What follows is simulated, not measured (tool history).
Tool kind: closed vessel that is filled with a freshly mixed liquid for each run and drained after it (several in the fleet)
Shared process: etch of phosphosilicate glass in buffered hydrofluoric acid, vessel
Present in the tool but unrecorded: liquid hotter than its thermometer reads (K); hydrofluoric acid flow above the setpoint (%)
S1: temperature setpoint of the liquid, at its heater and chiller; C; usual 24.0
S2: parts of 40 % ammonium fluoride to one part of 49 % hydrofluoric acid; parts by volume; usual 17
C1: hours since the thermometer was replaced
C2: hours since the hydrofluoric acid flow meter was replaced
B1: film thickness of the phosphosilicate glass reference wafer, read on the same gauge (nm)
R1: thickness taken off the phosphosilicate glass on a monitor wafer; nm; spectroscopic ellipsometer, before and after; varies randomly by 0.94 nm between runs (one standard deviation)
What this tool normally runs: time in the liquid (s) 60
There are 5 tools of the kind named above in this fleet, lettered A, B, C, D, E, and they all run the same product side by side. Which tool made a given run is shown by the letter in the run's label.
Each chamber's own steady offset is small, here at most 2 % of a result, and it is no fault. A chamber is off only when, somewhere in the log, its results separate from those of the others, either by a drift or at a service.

Run 1E, hour 6.3: usual settings; C1 555.2; C2 908.6; B1 109.97. Result: R1 182.35 nm.
Run 2D, hour 10.2: usual settings; C1 487.9; C2 295.3; B1 109.94. Result: R1 183.60 nm.
Run 3A, hour 14.8: usual settings; C1 273.0; C2 569.4; B1 109.98. Result: R1 179.11 nm.
Run 4C, hour 19.8: usual settings; C1 723.9; C2 1104.4; B1 110.01. Result: R1 184.66 nm.
Run 5B, hour 26.9: usual settings; C1 1051.0; C2 210.5; B1 109.99. Result: R1 183.62 nm.
Run 6C, hour 32.9: usual settings; C1 737.0; C2 1117.5; B1 109.96. Result: R1 183.98 nm.
Run 7D, hour 37.8: usual settings; C1 515.5; C2 322.9; B1 109.98. Result: R1 183.02 nm.
Run 8B, hour 43.4: usual settings; C1 1067.5; C2 227.0; B1 109.97. Result: R1 184.58 nm.
Run 9E, hour 47.9: usual settings; C1 596.8; C2 950.2; B1 110.03. Result: R1 181.36 nm.
Run 10A, hour 51.4: usual settings but time in the liquid (s) 45; C1 309.6; C2 606.0; B1 109.94. Result: R1 133.92 nm.
Run 11C, hour 55.8: usual settings but time in the liquid (s) 45; C1 759.9; C2 1140.4; B1 110.00. Result: R1 137.41 nm.
Run 12B, hour 59.8: usual settings but time in the liquid (s) 45; C1 1083.9; C2 243.4; B1 110.01. Result: R1 137.05 nm.
Run 13A, hour 64.9: usual settings but time in the liquid (s) 45; C1 323.1; C2 619.5; B1 110.04. Result: R1 135.41 nm.
Run 14D, hour 70.6: usual settings but time in the liquid (s) 45; C1 548.3; C2 355.7; B1 110.00. Result: R1 136.46 nm.
Run 15E, hour 74.8: usual settings; C1 623.7; C2 977.1; B1 110.02. Result: R1 180.77 nm.
Run 16D, hour 79.4: usual settings; C1 557.1; C2 364.5; B1 110.00. Result: R1 182.90 nm.
Run 17E, hour 84.0: usual settings; C1 632.9; C2 986.3; B1 110.02. Result: R1 179.73 nm.
Run 18A, hour 90.6: usual settings; C1 348.8; C2 645.2; B1 109.99. Result: R1 178.39 nm.
Run 19B, hour 96.4: usual settings; C1 1120.5; C2 280.0; B1 110.04. Result: R1 182.45 nm.
At hour 97.3: chamber C: thermometer replaced.
Run 20C, hour 103.0: usual settings; C1 5.7; C2 1187.6; B1 110.03. Result: R1 182.44 nm.
Run 21A, hour 110.5: usual settings; C1 368.7; C2 665.1; B1 110.02. Result: R1 179.69 nm.
Run 22D, hour 118.0: usual settings; C1 595.7; C2 403.1; B1 110.03. Result: R1 181.90 nm.
Run 23C, hour 123.6: usual settings; C1 26.3; C2 1208.2; B1 110.02. Result: R1 184.55 nm.
Run 24E, hour 127.1: usual settings; C1 676.0; C2 1029.4; B1 109.98. Result: R1 180.70 nm.
Run 25B, hour 134.7: usual settings; C1 1158.8; C2 318.3; B1 110.04. Result: R1 183.51 nm.
Run 26C, hour 142.1: usual settings but S1 22.0 C, S2 21 parts by volume; C1 44.8; C2 1226.7; B1 109.99. Result: R1 136.37 nm.
Run 27A, hour 145.7: usual settings but S1 22.0 C, S2 21 parts by volume; C1 403.9; C2 700.3; B1 110.05. Result: R1 133.25 nm.
Run 28E, hour 153.4: usual settings but S1 22.0 C, S2 21 parts by volume; C1 702.3; C2 1055.7; B1 109.97. Result: R1 135.75 nm.
Run 29D, hour 159.4: usual settings but S1 22.0 C, S2 21 parts by volume; C1 637.1; C2 444.5; B1 110.04. Result: R1 135.83 nm.
Run 30B, hour 163.6: usual settings but S1 22.0 C, S2 21 parts by volume; C1 1187.7; C2 347.2; B1 110.00. Result: R1 135.11 nm.
Run 31C, hour 170.4: usual settings; C1 73.1; C2 1255.0; B1 109.97. Result: R1 184.51 nm.
Run 32A, hour 175.5: usual settings; C1 433.7; C2 730.1; B1 110.05. Result: R1 180.76 nm.
Run 33E, hour 182.4: usual settings; C1 731.3; C2 1084.7; B1 109.99. Result: R1 180.62 nm.
Run 34D, hour 190.0: usual settings; C1 667.7; C2 475.1; B1 110.01. Result: R1 182.09 nm.
Run 35B, hour 196.7: usual settings; C1 1220.8; C2 380.3; B1 110.00. Result: R1 183.76 nm.

Next, all 5 chambers run the settings below, one line each with question marks for the results. What does each chamber give?
Run 36A, hour 202.3: usual settings but S1 22.5 C. Result: R1 ?.
Run 36B, hour 202.3: usual settings but S1 22.5 C. Result: R1 ?.
Run 36C, hour 202.3: usual settings but S1 22.5 C. Result: R1 ?.
Run 36D, hour 202.3: usual settings but S1 22.5 C. Result: R1 ?.
Run 36E, hour 202.3: usual settings but S1 22.5 C. Result: R1 ?.

run      R1
36A  166.45
36B  168.88
36C  167.28
36D  167.89
36E  166.79

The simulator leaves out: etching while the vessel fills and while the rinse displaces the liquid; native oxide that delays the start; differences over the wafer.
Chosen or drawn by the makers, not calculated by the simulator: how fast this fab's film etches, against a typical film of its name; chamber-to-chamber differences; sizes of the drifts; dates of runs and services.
